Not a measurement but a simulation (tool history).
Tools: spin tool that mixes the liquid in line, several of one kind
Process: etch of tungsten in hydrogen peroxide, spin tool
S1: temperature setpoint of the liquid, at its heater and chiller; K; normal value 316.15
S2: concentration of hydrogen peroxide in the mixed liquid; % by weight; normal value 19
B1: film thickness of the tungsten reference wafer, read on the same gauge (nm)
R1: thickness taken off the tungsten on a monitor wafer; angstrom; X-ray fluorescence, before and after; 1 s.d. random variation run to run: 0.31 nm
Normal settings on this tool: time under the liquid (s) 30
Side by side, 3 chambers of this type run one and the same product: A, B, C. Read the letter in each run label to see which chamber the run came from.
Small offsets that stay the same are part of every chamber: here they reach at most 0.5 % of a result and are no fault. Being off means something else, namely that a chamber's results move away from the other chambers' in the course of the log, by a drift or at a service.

{"run": "1A", "hour": 11.9, "S1": 316.15, "S2": 19, "time under the liquid (s)": 30, "B1": 139.97, "R1": 522.18}
{"run": "2C", "hour": 25.6, "S1": 316.15, "S2": 19, "time under the liquid (s)": 30, "B1": 139.98, "R1": 528.85}
{"run": "3B", "hour": 31.9, "S1": 316.15, "S2": 19, "time under the liquid (s)": 30, "B1": 140, "R1": 529.76}
{"run": "4C", "hour": 43.9, "S1": 316.15, "S2": 19, "time under the liquid (s)": 30, "B1": 139.99, "R1": 528.89}
{"run": "5A", "hour": 52.6, "S1": 316.15, "S2": 19, "time under the liquid (s)": 30, "B1": 140.01, "R1": 524.16}
{"run": "6B", "hour": 62.6, "S1": 316.15, "S2": 19, "time under the liquid (s)": 30, "B1": 139.98, "R1": 528.7}
{"run": "7C", "hour": 74.7, "S1": 316.15, "S2": 19, "time under the liquid (s)": 30, "B1": 139.98, "R1": 528.94}
{"run": "8B", "hour": 88.3, "S1": 316.15, "S2": 19, "time under the liquid (s)": 30, "B1": 140.01, "R1": 523.27}
{"hour": 100.6, "done": "chamber B: new drum of peroxide connected"}
{"run": "9A", "hour": 102.4, "S1": 316.15, "S2": 19, "time under the liquid (s)": 30, "B1": 140.01, "R1": 525.79}
{"hour": 108.7, "done": "chamber A: heated supply line repaired"}
{"run": "10B", "hour": 110.0, "S1": 316.15, "S2": 19, "time under the liquid (s)": 30, "B1": 139.99, "R1": 529.28}
{"hour": 114.9, "done": "chamber A: new drum of peroxide connected"}
{"run": "11C", "hour": 117.6, "S1": 316.15, "S2": 19, "time under the liquid (s)": 30, "B1": 140.02, "R1": 527.47}
{"run": "12A", "hour": 128.5, "S1": 316.15, "S2": 19, "time under the liquid (s)": 30, "B1": 140.01, "R1": 524.95}
{"run": "13A", "hour": 138.4, "S1": 316.15, "S2": 19, "time under the liquid (s)": 30, "B1": 140.03, "R1": 516.56}
{"hour": 139.3, "done": "chamber A: peroxide flow meter replaced"}
{"run": "14C", "hour": 145.6, "S1": 316.15, "S2": 19, "time under the liquid (s)": 30, "B1": 140.04, "R1": 527.63}
{"run": "15B", "hour": 157.3, "S1": 316.15, "S2": 19, "time under the liquid (s)": 30, "B1": 140.03, "R1": 524.95}
{"run": "16A", "hour": 170.4, "S1": 316.15, "S2": 19, "time under the liquid (s)": 30, "B1": 140, "R1": 516.6}
{"run": "17C", "hour": 183.3, "S1": 316.15, "S2": 19, "time under the liquid (s)": 30, "B1": 140.02, "R1": 531.22}
{"run": "18B", "hour": 191.8, "S1": 316.15, "S2": 19, "time under the liquid (s)": 30, "B1": 140.01, "R1": 526.1}
{"run": "19C", "hour": 200.5, "S1": 309.65, "S2": 19, "time under the liquid (s)": 30, "B1": 139.99, "R1": 344.34}
{"run": "20A", "hour": 211.2, "S1": 309.65, "S2": 19, "time under the liquid (s)": 30, "B1": 140.02, "R1": 332.4}
{"run": "21B", "hour": 218.6, "S1": 309.65, "S2": 19, "time under the liquid (s)": 30, "B1": 139.99, "R1": 345.31}
{"run": "22C", "hour": 231.6, "S1": 316.15, "S2": 19, "time under the liquid (s)": 30, "B1": 140, "R1": 527.28}
{"run": "23A", "hour": 239.7, "S1": 316.15, "S2": 19, "time under the liquid (s)": 30, "B1": 140, "R1": 498.85}
{"run": "24B", "hour": 252.1, "S1": 316.15, "S2": 19, "time under the liquid (s)": 30, "B1": 140.01, "R1": 528.49}
{"run": "25A", "hour": 263.4, "S1": 316.15, "S2": 19, "time under the liquid (s)": 30, "B1": 139.98, "R1": 501.31}

All 3 chambers run these settings next. Forecast each chamber's results:
{"run": "26A", "hour": 273.8, "S1": 316.15, "S2": 15.5, "time under the liquid (s)": 30, "R1": "?"}
{"run": "26B", "hour": 273.8, "S1": 316.15, "S2": 15.5, "time under the liquid (s)": 30, "R1": "?"}
{"run": "26C", "hour": 273.8, "S1": 316.15, "S2": 15.5, "time under the liquid (s)": 30, "R1": "?"}

run=26A R1=447.17
run=26B R1=477.18
run=26C R1=480.51
